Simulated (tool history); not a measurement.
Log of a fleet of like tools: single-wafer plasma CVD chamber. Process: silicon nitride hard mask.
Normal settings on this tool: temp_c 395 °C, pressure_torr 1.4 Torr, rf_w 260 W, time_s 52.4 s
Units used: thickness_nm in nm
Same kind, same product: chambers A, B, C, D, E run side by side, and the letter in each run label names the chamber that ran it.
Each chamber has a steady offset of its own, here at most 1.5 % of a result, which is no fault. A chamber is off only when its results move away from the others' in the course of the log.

run   hour  temp_c  pressure_torr  rf_w  time_s  read-back reference wafer on the same gauge, thickness_nm  thickness_nm
 1E    6.9     395            1.4   260    52.4                                                     50.816        52.951
 2A     12     395            1.4   260    52.4                                                     50.821        52.086
 3C   16.9     395            1.4   260    52.4                                                     50.807        53.148
 4B     23     395            1.4   260    52.4                                                     50.846        52.675
 5D   29.8     395            1.4   260    52.4                                                     50.845        52.481
 6B     33     395            1.4   260    52.4                                                     50.835        52.517
 7C   36.1     395            1.4   260    52.4                                                     50.854        53.055
 8D   40.9     395           1.63   260    52.4                                                     50.845        54.748
 9A   46.1     395           1.63   260    52.4                                                     50.878        54.665
10E   49.4     395           1.63   260    52.4                                                     50.859        55.605
11E   56.2     395           1.63   260    52.4                                                     50.871        55.666
12C     60     395           1.63   260    52.4                                                     50.878        55.533
13D   66.1     395            1.4   260    52.4                                                     50.874        52.404
14B   71.3     395           1.51   260    52.4                                                     50.915        53.929
15A   76.4     395           1.51   260    52.4                                                     50.889         53.22
16A   81.1     395           1.51   260    52.4                                                     50.911        53.581
17E     87     395           1.51   260    52.4                                                     50.922        54.411
      87.4  -- chamber E: capacitance manometer re-zeroed and calibrated
18C   92.1     395           1.51   260    52.4                                                     50.919        54.442
19B   95.3     395            1.4   260    52.4                                                     50.924         52.69
20D   99.4     395            1.4   260    52.4                                                     50.933         52.48
21C  105.7     395            1.4   260    52.4                                                     50.946        53.143
22A    110     395            1.4   260    52.4                                                      50.95        52.286
23B    116     404            1.4   220    52.4                                                     50.961        46.828
24D  120.1     404            1.4   220    52.4                                                     50.972        46.447
25E  126.6     404            1.4   220    52.4                                                     50.983        46.998
26B  130.5     404            1.4   220    52.4                                                     50.967        46.739
27D  136.6     404            1.4   220    52.4                                                     50.966        46.381
28E    141     395            1.4   260    52.4                                                     50.999        53.211
29C  147.3     395            1.4   260    52.4                                                     50.979        53.338
30A  151.6     395            1.4   260    52.4                                                     51.009        52.388
31A  158.8     395            1.4   260    52.4                                                      51.03        52.315
32D  165.5     395            1.4   260    52.4                                                     51.022        52.681
33E  170.5     395            1.4   260    52.4                                                     51.029        53.276
34C  174.8     395            1.4   260    52.4                                                     51.028        53.237
35B  180.1     395            1.4   260    52.4                                                     51.036        52.828
36E    185     395            1.4   260    52.4                                                     51.033        53.165
37A  191.6     395            1.4   225    60.9                                                     51.031        54.991
38D  198.7     395            1.4   225    60.9                                                     51.044        55.222
39C  205.6     395            1.4   225    60.9                                                     51.064        55.906
40B  212.3     395            1.4   225    60.9                                                     51.089        55.424
41B  219.4     395            1.4   225    60.9                                                     51.101        55.728

Next, every chamber runs the same settings. What will each give?
42A  224.5     395            1.4   235    52.4                                                                        ?
42B  224.5     395            1.4   235    52.4                                                                        ?
42C  224.5     395            1.4   235    52.4                                                                        ?
42D  224.5     395            1.4   235    52.4                                                                        ?
42E  224.5     395            1.4   235    52.4                                                                        ?

run  thickness_nm
42A        48.784
42B        49.369
42C         49.67
42D         48.95
42E        49.756
